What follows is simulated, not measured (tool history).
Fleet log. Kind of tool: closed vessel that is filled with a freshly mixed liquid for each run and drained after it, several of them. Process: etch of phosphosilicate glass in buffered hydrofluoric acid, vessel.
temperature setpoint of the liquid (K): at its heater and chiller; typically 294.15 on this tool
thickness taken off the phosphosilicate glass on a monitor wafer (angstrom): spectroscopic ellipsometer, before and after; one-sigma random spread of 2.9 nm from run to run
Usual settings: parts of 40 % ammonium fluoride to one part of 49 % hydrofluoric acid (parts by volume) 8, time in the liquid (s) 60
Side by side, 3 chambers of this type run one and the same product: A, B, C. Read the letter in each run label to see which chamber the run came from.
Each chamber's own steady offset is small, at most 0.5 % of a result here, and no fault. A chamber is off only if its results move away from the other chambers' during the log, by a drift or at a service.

run,hour,temperature setpoint of the liquid (K),parts of 40 % ammonium fluoride to one part of 49 % hydrofluoric acid (parts by volume),time in the liquid (s),"read-back film thickness of the phosphosilicate glass reference wafer, read on the same gauge (nm)",thickness taken off the phosphosilicate glass on a monitor wafer (angstrom)
1B,11.7,294.15,8,60,49.984,3137.2
2A,23.5,294.15,8,60,49.997,3136.4
3C,30.7,294.15,8,60,49.986,3119.4
4A,42.9,294.15,8,60,50.012,3099.8
5C,55.5,294.15,8,60,50.006,3140
6B,66.3,294.15,11,60,50.009,2382
7B,78.2,294.15,11,60,49.991,2341.9
8A,88.2,294.15,11,60,50.006,2320.5
9C,98.2,294.15,8,60,50.008,3152.4
10C,106.7,294.15,10.5,60,49.991,2478.9
11B,114,294.15,10.5,60,50.007,2473.6
12A,123.5,294.15,10.5,60,49.993,2411.7
13A,131.8,294.15,8,60,50.003,3056.4
14B,140.2,294.15,8,60,49.998,3102.7
15C,148,298.65,8,60,50.001,3956
16B,156,298.65,8,60,50,3988
17C,165.9,298.65,8,60,49.998,4030.8
18A,176.7,294.15,8,60,50.006,2910.8
19A,185.1,294.15,8,60,50.005,2935.9
20C,194.9,294.15,8,60,49.998,3183.7
21B,202.7,294.15,8,60,50.009,3169.8
22B,212.7,294.15,8,60,50.017,3103.7
23C,221.9,298.65,6.5,60,49.989,4837.4
24A,227.9,298.65,6.5,60,49.994,4461.2

All chambers now run identical settings, listed one chamber a line with results as question marks. What results will each chamber show?
25A,237.1,294.15,6,60,,?
25B,237.1,294.15,6,60,,?
25C,237.1,294.15,6,60,,?

run,thickness taken off the phosphosilicate glass on a monitor wafer (angstrom)
25A,3671.7
25B,4100.2
25C,4119.4

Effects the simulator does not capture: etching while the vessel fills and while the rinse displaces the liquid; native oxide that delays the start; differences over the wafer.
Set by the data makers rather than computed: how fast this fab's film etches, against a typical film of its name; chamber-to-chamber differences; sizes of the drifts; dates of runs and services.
